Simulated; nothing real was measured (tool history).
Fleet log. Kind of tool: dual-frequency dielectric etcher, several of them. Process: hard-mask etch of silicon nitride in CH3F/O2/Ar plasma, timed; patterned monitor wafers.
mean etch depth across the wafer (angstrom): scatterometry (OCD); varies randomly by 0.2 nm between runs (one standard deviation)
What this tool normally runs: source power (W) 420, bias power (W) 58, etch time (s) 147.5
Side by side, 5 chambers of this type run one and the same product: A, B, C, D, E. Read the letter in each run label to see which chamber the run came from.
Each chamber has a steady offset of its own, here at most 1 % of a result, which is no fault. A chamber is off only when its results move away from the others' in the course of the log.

run     day  source power (W)  bias power (W)  etch time (s)  hours since the last wet clean  hours since the last source power generator calibration  hours since the last bias power generator calibration  read-back reference wafer on the same gauge, depth_nm  mean etch depth across the wafer (angstrom)
      0.250  -- chamber D: wet clean of the chamber
 1B   0.433               420              58          147.5                           541.1                                                   3053.4                                                 3890.7                                                 82.899                                       970.40
 2E   1.029               420              58          147.5                           356.9                                                   1137.8                                                  395.4                                                 82.891                                       984.44
 3C   1.608               420              58          147.5                           507.8                                                    317.6                                                 1224.7                                                 82.943                                       973.93
 4D   1.925               420              58          147.5                            40.3                                                    482.4                                                 1068.5                                                 82.868                                       975.12
 5A   2.229               420              58          147.5                           205.3                                                   3469.5                                                   61.7                                                 82.857                                       979.33
      2.729  -- chamber B: wet clean of the chamber
 6D   2.738               420              58          147.5                            59.8                                                    501.9                                                 1088.0                                                 82.858                                       976.33
 7B   3.333               420              58          147.5                            14.5                                                   3123.0                                                 3960.3                                                 82.895                                       972.55
 8E   3.738               420              58          147.5                           421.9                                                   1202.8                                                  460.4                                                 82.896                                       985.69
 9A   4.258               420              58          147.5                           254.0                                                   3518.2                                                  110.4                                                 82.928                                       974.91
      4.671  -- chamber C: wet clean of the chamber
10C   4.729               420              58          147.5                             1.4                                                    392.5                                                 1299.6                                                 82.912                                       975.96
11A   5.004               420              58          147.5                           271.9                                                   3536.1                                                  128.3                                                 82.900                                       977.53
12D   5.538               370              58          172.0                           127.0                                                    569.1                                                 1155.2                                                 82.901                                      1087.80
13E   5.850               370              58          172.0                           472.6                                                   1253.5                                                  511.1                                                 82.891                                      1091.80
      6.025  -- chamber A: source power generator calibrated
14C   6.375               370              58          172.0                            40.9                                                    432.0                                                 1339.1                                                 82.909                                      1082.60
15B   6.996               370              58          172.0                           102.4                                                   3210.9                                                 4048.2                                                 82.934                                      1077.30
16A   7.408               370              58          172.0                           329.6                                                     33.3                                                  186.0                                                 82.887                                      1084.40
17D   7.904               420              58          147.5                           183.8                                                    625.9                                                 1212.0                                                 82.884                                       978.84
      8.008  -- chamber E: wet clean of the chamber
18E   8.479               420              58          147.5                            11.4                                                   1316.6                                                  574.2                                                 82.931                                      1002.90
19B   8.767               420              58          147.5                           144.9                                                   3253.4                                                 4090.7                                                 82.872                                       969.74
20C   9.125               420              58          147.5                           106.9                                                    498.0                                                 1405.1                                                 82.892                                       975.56
21E   9.538               420              58          147.5                            36.8                                                   1342.0                                                  599.6                                                 82.923                                      1007.50
22B  10.108               420              58          147.5                           177.1                                                   3285.6                                                 4122.9                                                 82.878                                       972.53
23C  10.525               420              58          147.5                           140.5                                                    531.6                                                 1438.7                                                 82.868                                       975.17
24D  11.017               420              58          147.5                           258.5                                                    700.6                                                 1286.7                                                 82.864                                       974.92
25A  11.288               420              58          147.5                           422.7                                                    126.4                                                  279.1                                                 82.899                                       979.21
26A  11.862               420              58          147.5                           436.5                                                    140.2                                                  292.9                                                 82.891                                       977.39
     12.000  -- chamber B: bias power generator calibrated
27D  12.321               420              58          147.5                           289.8                                                    731.9                                                 1318.0                                                 82.860                                       974.81
28B  12.617               420              65          147.5                           237.3                                                   3345.8                                                   14.8                                                 82.900                                      1010.70
29E  12.933               420              65          147.5                           118.3                                                   1423.5                                                  681.1                                                 82.896                                      1044.70
30C  13.404               420              65          147.5                           209.6                                                    600.7                                                 1507.8                                                 82.956                                      1014.80
31C  13.829               420              65          147.5                           219.8                                                    610.9                                                 1518.0                                                 82.889                                      1013.70
32E  14.146               420              65          147.5                           147.4                                                   1452.6                                                  710.2                                                 82.876                                      1042.80
33D  14.683               480              58          121.5                           346.5                                                    788.6                                                 1374.7                                                 82.897                                       846.93
34B  15.100               480              58          121.5                           296.9                                                   3405.4                                                   74.4                                                 82.907                                       841.03
     15.300  -- chamber A: wet clean of the chamber
     15.446  -- chamber D: wet clean of the chamber
35A  15.458               480              58          121.5                             3.8                                                    226.5                                                  379.2                                                 82.879                                       843.80
36D  16.062               480              58          121.5                            14.8                                                    821.7                                                 1407.8                                                 82.877                                       846.52
37B  16.450               480              58          121.5                           329.3                                                   3437.8                                                  106.8                                                 82.895                                       842.52
38E  16.846               420              58          147.5                           212.2                                                   1517.4                                                  775.0                                                 82.885                                      1004.10
39C  17.329               420              45          147.5                           303.8                                                    694.9                                                 1602.0                                                 82.906                                       899.19
40A  17.821               420              45          147.5                            60.5                                                    283.2                                                  435.9                                                 82.914                                       899.63
41D  18.408               420              45          147.5                            71.1                                                    878.0                                                 1464.1                                                 82.947                                       901.63

Decide between three cases: one chamber stands off from its peers, the gauge reading all wafers drifts, or nothing is wrong past each chamber's small offset. Where a chamber is off, say which and what most likely put it there.

After it was serviced, chamber E no longer matches the other chambers.
Most likely cause: etch rate over this chamber's usual, % = 2.07.

Which of the 4 candidates below, each the usual settings with something changed and its results left as question marks, puts chamber E back in line with what the other chambers give on the usual settings?
Counts as in line when no further than this from what the other chambers average on the usual settings: mean etch depth across the wafer (angstrom) 7.80
42E-1  18.858               420              53          147.5                                                                                                                                                                                                                                                   ?
42E-2  18.858               420              58          152.0                                                                                                                                                                                                                                                   ?
42E-3  18.858               420              59          156.0                                                                                                                                                                                                                                                   ?
42E-4  18.858               410              58          140.0                                                                                                                                                                                                                                                   ?

Mean of the other chambers on the usual settings: mean etch depth across the wafer (angstrom) 974.61
  run  mean etch depth across the wafer (angstrom)
42E-1                                       975.84
42E-2                                      1035.40
42E-3                                      1068.60
42E-4                                       944.94
42E-1 brings the chamber back in line.

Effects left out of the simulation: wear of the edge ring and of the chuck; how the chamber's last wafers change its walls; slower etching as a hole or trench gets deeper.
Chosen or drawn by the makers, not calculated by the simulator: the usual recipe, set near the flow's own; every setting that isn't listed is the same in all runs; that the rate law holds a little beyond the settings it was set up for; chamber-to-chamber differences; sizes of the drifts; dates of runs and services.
